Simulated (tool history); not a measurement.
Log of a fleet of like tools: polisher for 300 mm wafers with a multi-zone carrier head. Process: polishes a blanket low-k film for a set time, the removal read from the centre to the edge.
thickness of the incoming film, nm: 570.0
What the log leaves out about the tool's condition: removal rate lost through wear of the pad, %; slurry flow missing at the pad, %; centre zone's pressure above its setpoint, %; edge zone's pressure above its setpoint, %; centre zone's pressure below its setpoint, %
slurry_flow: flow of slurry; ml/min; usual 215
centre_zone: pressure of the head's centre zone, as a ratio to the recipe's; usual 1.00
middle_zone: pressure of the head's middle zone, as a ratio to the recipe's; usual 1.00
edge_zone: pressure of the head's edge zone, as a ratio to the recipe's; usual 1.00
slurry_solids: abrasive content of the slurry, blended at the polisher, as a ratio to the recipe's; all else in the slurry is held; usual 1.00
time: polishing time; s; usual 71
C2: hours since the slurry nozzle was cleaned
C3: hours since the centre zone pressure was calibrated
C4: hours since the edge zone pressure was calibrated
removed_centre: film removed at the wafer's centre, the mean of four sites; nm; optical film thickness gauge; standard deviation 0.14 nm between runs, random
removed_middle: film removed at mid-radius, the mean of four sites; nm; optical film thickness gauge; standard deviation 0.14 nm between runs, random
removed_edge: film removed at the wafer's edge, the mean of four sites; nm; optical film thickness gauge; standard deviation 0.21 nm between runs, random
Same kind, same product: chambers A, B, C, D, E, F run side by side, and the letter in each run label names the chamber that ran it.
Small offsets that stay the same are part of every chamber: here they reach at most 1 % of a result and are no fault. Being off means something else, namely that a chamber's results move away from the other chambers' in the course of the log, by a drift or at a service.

{"hour": 4.5, "done": "chamber F: worn pad replaced by a new one"}
{"run": "1A", "hour": 11.7, "slurry_flow": 215, "centre_zone": 1.0, "middle_zone": 1.0, "edge_zone": 1.0, "slurry_solids": 1.0, "time": 71, "wafers polished on this pad": 920, "C2": 523.7, "C3": 1097.6, "C4": 152.6, "removed_centre": 16.065, "removed_middle": 16.059, "removed_edge": 16.225}
{"hour": 14.1, "done": "chamber D: worn pad replaced by a new one"}
{"run": "2D", "hour": 22.7, "slurry_flow": 215, "centre_zone": 1.0, "middle_zone": 1.0, "edge_zone": 1.0, "slurry_solids": 1.0, "time": 71, "wafers polished on this pad": 66, "C2": 587.2, "C3": 574.0, "C4": 204.1, "removed_centre": 15.587, "removed_middle": 15.955, "removed_edge": 15.91}
{"run": "3E", "hour": 29.8, "slurry_flow": 215, "centre_zone": 1.0, "middle_zone": 1.0, "edge_zone": 1.0, "slurry_solids": 1.0, "time": 71, "wafers polished on this pad": 771, "C2": 83.4, "C3": 271.5, "C4": 157.5, "removed_centre": 15.912, "removed_middle": 16.076, "removed_edge": 16.469}
{"run": "4B", "hour": 37.5, "slurry_flow": 215, "centre_zone": 1.0, "middle_zone": 1.0, "edge_zone": 1.0, "slurry_solids": 1.0, "time": 71, "wafers polished on this pad": 569, "C2": 530.0, "C3": 380.5, "C4": 212.9, "removed_centre": 16.097, "removed_middle": 15.859, "removed_edge": 16.093}
{"hour": 41.6, "done": "chamber A: worn pad replaced by a new one"}
{"run": "5C", "hour": 46.9, "slurry_flow": 215, "centre_zone": 1.0, "middle_zone": 1.0, "edge_zone": 1.0, "slurry_solids": 1.0, "time": 71, "wafers polished on this pad": 730, "C2": 64.6, "C3": 436.0, "C4": 386.3, "removed_centre": 15.701, "removed_middle": 16.04, "removed_edge": 15.884}
{"hour": 55.2, "done": "chamber E: worn pad replaced by a new one"}
{"hour": 58.7, "done": "chamber A: slurry nozzle cleaned"}
{"run": "6F", "hour": 59.7, "slurry_flow": 215, "centre_zone": 1.0, "middle_zone": 1.05, "edge_zone": 1.0, "slurry_solids": 1.0, "time": 71, "wafers polished on this pad": 422, "C2": 311.3, "C3": 318.3, "C4": 204.8, "removed_centre": 16.368, "removed_middle": 16.47, "removed_edge": 16.361}
{"run": "7B", "hour": 68.0, "slurry_flow": 215, "centre_zone": 1.0, "middle_zone": 1.05, "edge_zone": 1.0, "slurry_solids": 1.0, "time": 71, "wafers polished on this pad": 802, "C2": 560.5, "C3": 411.0, "C4": 243.4, "removed_centre": 15.98, "removed_middle": 17.014, "removed_edge": 15.386}
{"run": "8A", "hour": 79.5, "slurry_flow": 215, "centre_zone": 1.0, "middle_zone": 1.05, "edge_zone": 1.0, "slurry_solids": 1.0, "time": 71, "wafers polished on this pad": 290, "C2": 20.9, "C3": 1165.4, "C4": 220.4, "removed_centre": 15.635, "removed_middle": 16.996, "removed_edge": 15.748}
{"run": "9D", "hour": 87.8, "slurry_flow": 215, "centre_zone": 1.0, "middle_zone": 1.05, "edge_zone": 1.0, "slurry_solids": 1.0, "time": 71, "wafers polished on this pad": 563, "C2": 652.3, "C3": 639.1, "C4": 269.2, "removed_centre": 15.747, "removed_middle": 16.596, "removed_edge": 15.75}
{"hour": 89.1, "done": "chamber D: worn pad replaced by a new one"}
{"hour": 91.8, "done": "chamber F: slurry nozzle cleaned"}
{"run": "10F", "hour": 97.2, "slurry_flow": 215, "centre_zone": 1.0, "middle_zone": 1.05, "edge_zone": 1.0, "slurry_solids": 1.0, "time": 71, "wafers polished on this pad": 708, "C2": 5.4, "C3": 355.8, "C4": 242.3, "removed_centre": 16.291, "removed_middle": 16.555, "removed_edge": 15.714}
{"run": "11C", "hour": 106.5, "slurry_flow": 215, "centre_zone": 1.0, "middle_zone": 1.05, "edge_zone": 1.0, "slurry_solids": 1.0, "time": 71, "wafers polished on this pad": 1185, "C2": 124.2, "C3": 495.6, "C4": 445.9, "removed_centre": 15.659, "removed_middle": 16.746, "removed_edge": 16.055}
{"hour": 112.3, "done": "chamber B: worn pad replaced by a new one"}
{"run": "12E", "hour": 119.2, "slurry_flow": 215, "centre_zone": 1.0, "middle_zone": 1.0, "edge_zone": 1.0, "slurry_solids": 1.2, "time": 71, "wafers polished on this pad": 488, "C2": 172.8, "C3": 360.9, "C4": 246.9, "removed_centre": 17.089, "removed_middle": 17.389, "removed_edge": 17.088}
{"hour": 126.3, "done": "chamber B: slurry nozzle cleaned"}
{"run": "13B", "hour": 130.3, "slurry_flow": 215, "centre_zone": 1.0, "middle_zone": 1.0, "edge_zone": 1.0, "slurry_solids": 1.2, "time": 71, "wafers polished on this pad": 138, "C2": 4.0, "C3": 473.3, "C4": 305.7, "removed_centre": 17.386, "removed_middle": 17.321, "removed_edge": 16.561}
{"hour": 131.2, "done": "chamber F: worn pad replaced by a new one"}
{"hour": 137.2, "done": "chamber C: worn pad replaced by a new one"}
{"run": "14E", "hour": 142.5, "slurry_flow": 215, "centre_zone": 1.0, "middle_zone": 1.0, "edge_zone": 1.0, "slurry_solids": 1.2, "time": 71, "wafers polished on this pad": 666, "C2": 196.1, "C3": 384.2, "C4": 270.2, "removed_centre": 16.833, "removed_middle": 17.341, "removed_edge": 17.311}
{"hour": 146.2, "done": "chamber D: centre zone pressure recalibrated"}
{"run": "15F", "hour": 148.2, "slurry_flow": 215, "centre_zone": 1.0, "middle_zone": 1.0, "edge_zone": 1.0, "slurry_solids": 1.2, "time": 71, "wafers polished on this pad": 130, "C2": 56.4, "C3": 406.8, "C4": 293.3, "removed_centre": 17.539, "removed_middle": 17.018, "removed_edge": 17.374}
{"run": "16D", "hour": 157.3, "slurry_flow": 215, "centre_zone": 1.0, "middle_zone": 1.0, "edge_zone": 1.0, "slurry_solids": 1.2, "time": 71, "wafers polished on this pad": 521, "C2": 721.8, "C3": 11.2, "C4": 338.7, "removed_centre": 14.887, "removed_middle": 17.4, "removed_edge": 17.067}
{"run": "17C", "hour": 165.5, "slurry_flow": 215, "centre_zone": 1.0, "middle_zone": 1.0, "edge_zone": 1.0, "slurry_solids": 1.2, "time": 71, "wafers polished on this pad": 216, "C2": 183.2, "C3": 554.6, "C4": 504.9, "removed_centre": 17.228, "removed_middle": 17.237, "removed_edge": 17.159}
{"hour": 168.9, "done": "chamber D: slurry nozzle cleaned"}
{"hour": 170.9, "done": "chamber D: worn pad replaced by a new one"}
{"hour": 171.3, "done": "chamber B: edge zone pressure recalibrated"}
{"run": "18A", "hour": 173.8, "slurry_flow": 215, "centre_zone": 1.0, "middle_zone": 1.0, "edge_zone": 1.0, "slurry_solids": 1.0, "time": 71, "wafers polished on this pad": 1010, "C2": 115.2, "C3": 1259.7, "C4": 314.7, "removed_centre": 15.766, "removed_middle": 16.194, "removed_edge": 15.913}
{"hour": 184.4, "done": "chamber E: worn pad replaced by a new one"}
{"run": "19C", "hour": 185.4, "slurry_flow": 215, "centre_zone": 1.0, "middle_zone": 1.0, "edge_zone": 1.0, "slurry_solids": 1.0, "time": 71, "wafers polished on this pad": 368, "C2": 203.1, "C3": 574.5, "C4": 524.8, "removed_centre": 15.867, "removed_middle": 15.95, "removed_edge": 15.744}
{"hour": 186.5, "done": "chamber A: worn pad replaced by a new one"}
{"run": "20A", "hour": 197.4, "slurry_flow": 215, "centre_zone": 1.0, "middle_zone": 1.0, "edge_zone": 1.0, "slurry_solids": 1.0, "time": 71, "wafers polished on this pad": 83, "C2": 138.8, "C3": 1283.3, "C4": 338.3, "removed_centre": 16.076, "removed_middle": 15.994, "removed_edge": 16.079}
{"hour": 201.7, "done": "chamber E: edge zone pressure recalibrated"}
{"run": "21B", "hour": 204.1, "slurry_flow": 215, "centre_zone": 1.0, "middle_zone": 1.0, "edge_zone": 1.0, "slurry_solids": 1.0, "time": 71, "wafers polished on this pad": 701, "C2": 77.8, "C3": 547.1, "C4": 32.9, "removed_centre": 16.287, "removed_middle": 15.892, "removed_edge": 15.651}
{"run": "22D", "hour": 212.2, "slurry_flow": 215, "centre_zone": 1.05, "middle_zone": 1.0, "edge_zone": 1.09, "slurry_solids": 1.0, "time": 71, "wafers polished on this pad": 315, "C2": 43.4, "C3": 66.1, "C4": 393.6, "removed_centre": 14.813, "removed_middle": 15.962, "removed_edge": 16.794}
{"hour": 221.0, "done": "chamber A: edge zone pressure recalibrated"}
{"run": "23E", "hour": 221.7, "slurry_flow": 215, "centre_zone": 1.05, "middle_zone": 1.0, "edge_zone": 1.09, "slurry_solids": 1.0, "time": 71, "wafers polished on this pad": 285, "C2": 275.3, "C3": 463.4, "C4": 20.0, "removed_centre": 16.862, "removed_middle": 15.886, "removed_edge": 17.201}
{"run": "24F", "hour": 230.2, "slurry_flow": 215, "centre_zone": 1.05, "middle_zone": 1.0, "edge_zone": 1.09, "slurry_solids": 1.0, "time": 71, "wafers polished on this pad": 756, "C2": 138.4, "C3": 488.8, "C4": 375.3, "removed_centre": 17.001, "removed_middle": 15.825, "removed_edge": 16.592}
{"hour": 239.0, "done": "chamber F: worn pad replaced by a new one"}
{"run": "25F", "hour": 239.5, "slurry_flow": 215, "centre_zone": 1.05, "middle_zone": 1.0, "edge_zone": 1.09, "slurry_solids": 1.0, "time": 71, "wafers polished on this pad": 4, "C2": 147.7, "C3": 498.1, "C4": 384.6, "removed_centre": 16.954, "removed_middle": 15.867, "removed_edge": 16.449}
{"hour": 247.1, "done": "chamber D: worn pad replaced by a new one"}
{"run": "26D", "hour": 248.7, "slurry_flow": 215, "centre_zone": 1.05, "middle_zone": 1.0, "edge_zone": 1.09, "slurry_solids": 1.0, "time": 71, "wafers polished on this pad": 12, "C2": 79.9, "C3": 102.6, "C4": 430.1, "removed_centre": 15.097, "removed_middle": 15.81, "removed_edge": 16.334}
{"hour": 254.2, "done": "chamber B: worn pad replaced by a new one"}
{"run": "27A", "hour": 258.0, "slurry_flow": 215, "centre_zone": 1.05, "middle_zone": 1.0, "edge_zone": 1.09, "slurry_solids": 1.0, "time": 71, "wafers polished on this pad": 546, "C2": 199.4, "C3": 1343.9, "C4": 37.1, "removed_centre": 16.598, "removed_middle": 15.958, "removed_edge": 16.887}
{"hour": 258.3, "done": "chamber E: slurry nozzle cleaned"}
{"run": "28C", "hour": 271.0, "slurry_flow": 215, "centre_zone": 1.0, "middle_zone": 1.0, "edge_zone": 1.0, "slurry_solids": 1.0, "time": 71, "wafers polished on this pad": 1021, "C2": 288.7, "C3": 660.1, "C4": 610.4, "removed_centre": 15.926, "removed_middle": 15.922, "removed_edge": 16.051}
{"hour": 273.2, "done": "chamber C: centre zone pressure recalibrated"}
{"hour": 273.5, "done": "chamber E: centre zone pressure recalibrated"}
{"run": "29B", "hour": 281.0, "slurry_flow": 215, "centre_zone": 1.0, "middle_zone": 1.0, "edge_zone": 1.0, "slurry_solids": 1.0, "time": 71, "wafers polished on this pad": 205, "C2": 154.7, "C3": 624.0, "C4": 109.8, "removed_centre": 16.144, "removed_middle": 16.005, "removed_edge": 15.804}
{"run": "30E", "hour": 287.1, "slurry_flow": 215, "centre_zone": 1.0, "middle_zone": 1.0, "edge_zone": 1.0, "slurry_solids": 1.0, "time": 71, "wafers polished on this pad": 784, "C2": 28.8, "C3": 13.6, "C4": 85.4, "removed_centre": 16.153, "removed_middle": 15.941, "removed_edge": 15.812}
{"run": "31B", "hour": 299.1, "slurry_flow": 215, "centre_zone": 1.0, "middle_zone": 1.0, "edge_zone": 1.0, "slurry_solids": 1.0, "time": 71, "wafers polished on this pad": 343, "C2": 172.8, "C3": 642.1, "C4": 127.9, "removed_centre": 16.053, "removed_middle": 15.884, "removed_edge": 15.997}
{"hour": 299.2, "done": "chamber E: worn pad replaced by a new one"}
{"run": "32E", "hour": 305.7, "slurry_flow": 215, "centre_zone": 1.0, "middle_zone": 1.0, "edge_zone": 1.0, "slurry_solids": 1.0, "time": 71, "wafers polished on this pad": 49, "C2": 47.4, "C3": 32.2, "C4": 104.0, "removed_centre": 15.924, "removed_middle": 15.442, "removed_edge": 16.028}
{"run": "33A", "hour": 316.8, "slurry_flow": 215, "centre_zone": 1.0, "middle_zone": 1.0, "edge_zone": 1.0, "slurry_solids": 1.0, "time": 71, "wafers polished on this pad": 995, "C2": 258.2, "C3": 1402.7, "C4": 95.9, "removed_centre": 16.114, "removed_middle": 16.12, "removed_edge": 16.083}
{"run": "34F", "hour": 323.5, "slurry_flow": 215, "centre_zone": 1.0, "middle_zone": 1.0, "edge_zone": 1.0, "slurry_solids": 1.0, "time": 71, "wafers polished on this pad": 645, "C2": 231.7, "C3": 582.1, "C4": 468.6, "removed_centre": 16.067, "removed_middle": 15.78, "removed_edge": 15.68}
{"hour": 326.1, "done": "chamber D: worn pad replaced by a new one"}
{"run": "35D", "hour": 336.4, "slurry_flow": 215, "centre_zone": 1.0, "middle_zone": 1.0, "edge_zone": 1.0, "slurry_solids": 1.15, "time": 71, "wafers polished on this pad": 79, "C2": 167.6, "C3": 190.3, "C4": 517.8, "removed_centre": 14.945, "removed_middle": 17.035, "removed_edge": 16.91}
{"hour": 341.3, "done": "chamber C: worn pad replaced by a new one"}
{"run": "36C", "hour": 346.9, "slurry_flow": 215, "centre_zone": 1.0, "middle_zone": 1.0, "edge_zone": 1.0, "slurry_solids": 1.15, "time": 71, "wafers polished on this pad": 42, "C2": 364.6, "C3": 73.7, "C4": 686.3, "removed_centre": 17.12, "removed_middle": 17.02, "removed_edge": 17.063}
{"run": "37D", "hour": 353.9, "slurry_flow": 215, "centre_zone": 1.0, "middle_zone": 1.0, "edge_zone": 1.0, "slurry_solids": 1.15, "time": 71, "wafers polished on this pad": 212, "C2": 185.1, "C3": 207.8, "C4": 535.3, "removed_centre": 14.682, "removed_middle": 16.896, "removed_edge": 16.813}
{"run": "38E", "hour": 365.2, "slurry_flow": 215, "centre_zone": 1.0, "middle_zone": 1.0, "edge_zone": 1.0, "slurry_solids": 1.15, "time": 71, "wafers polished on this pad": 504, "C2": 106.9, "C3": 91.7, "C4": 163.5, "removed_centre": 17.002, "removed_middle": 16.876, "removed_edge": 17.084}

One chamber off, gauge drift, or nothing amiss beyond the chambers' own small offsets? If it is a chamber, which one, and what is the likeliest cause?

Chamber D has stood off from the others ever since a service on it.
What lies behind it: centre zone's pressure below its setpoint, % = 10.3.

Chamber D could run next with any of the 4 candidate recipes listed below; each alters the usual settings, and their results appear as question marks. Which one brings its results back in line with what the other chambers deliver on the usual settings?
In line here means within this much of the mean the other chambers give on the usual settings: removed_centre 0.480 nm; removed_middle 0.480 nm; removed_edge 0.720 nm
{"run": "39D-1", "hour": 374.5, "slurry_flow": 210, "centre_zone": 0.9, "middle_zone": 1.02, "edge_zone": 1.03, "slurry_solids": 1.0, "time": 70, "removed_centre": "?", "removed_middle": "?", "removed_edge": "?"}
{"run": "39D-2", "hour": 374.5, "slurry_flow": 200, "centre_zone": 0.83, "middle_zone": 1.05, "edge_zone": 1.06, "slurry_solids": 1.0, "time": 69, "removed_centre": "?", "removed_middle": "?", "removed_edge": "?"}
{"run": "39D-3", "hour": 374.5, "slurry_flow": 220, "centre_zone": 1.1, "middle_zone": 0.98, "edge_zone": 0.97, "slurry_solids": 1.0, "time": 72, "removed_centre": "?", "removed_middle": "?", "removed_edge": "?"}
{"run": "39D-4", "hour": 374.5, "slurry_flow": 235, "centre_zone": 1.17, "middle_zone": 0.93, "edge_zone": 0.91, "slurry_solids": 1.0, "time": 75, "removed_centre": "?", "removed_middle": "?", "removed_edge": "?"}

Average result of the remaining chambers running the usual settings: removed_centre 15.954 nm; removed_middle 15.913 nm; removed_edge 15.941 nm
run=39D-1 removed_centre=12.133 removed_middle=15.941 removed_edge=16.091
run=39D-2 removed_centre=10.815 removed_middle=16.030 removed_edge=16.015
run=39D-3 removed_centre=15.750 removed_middle=15.890 removed_edge=16.125
run=39D-4 removed_centre=17.731 removed_middle=15.909 removed_edge=16.377
With 39D-3, the chamber falls back in line with the rest.

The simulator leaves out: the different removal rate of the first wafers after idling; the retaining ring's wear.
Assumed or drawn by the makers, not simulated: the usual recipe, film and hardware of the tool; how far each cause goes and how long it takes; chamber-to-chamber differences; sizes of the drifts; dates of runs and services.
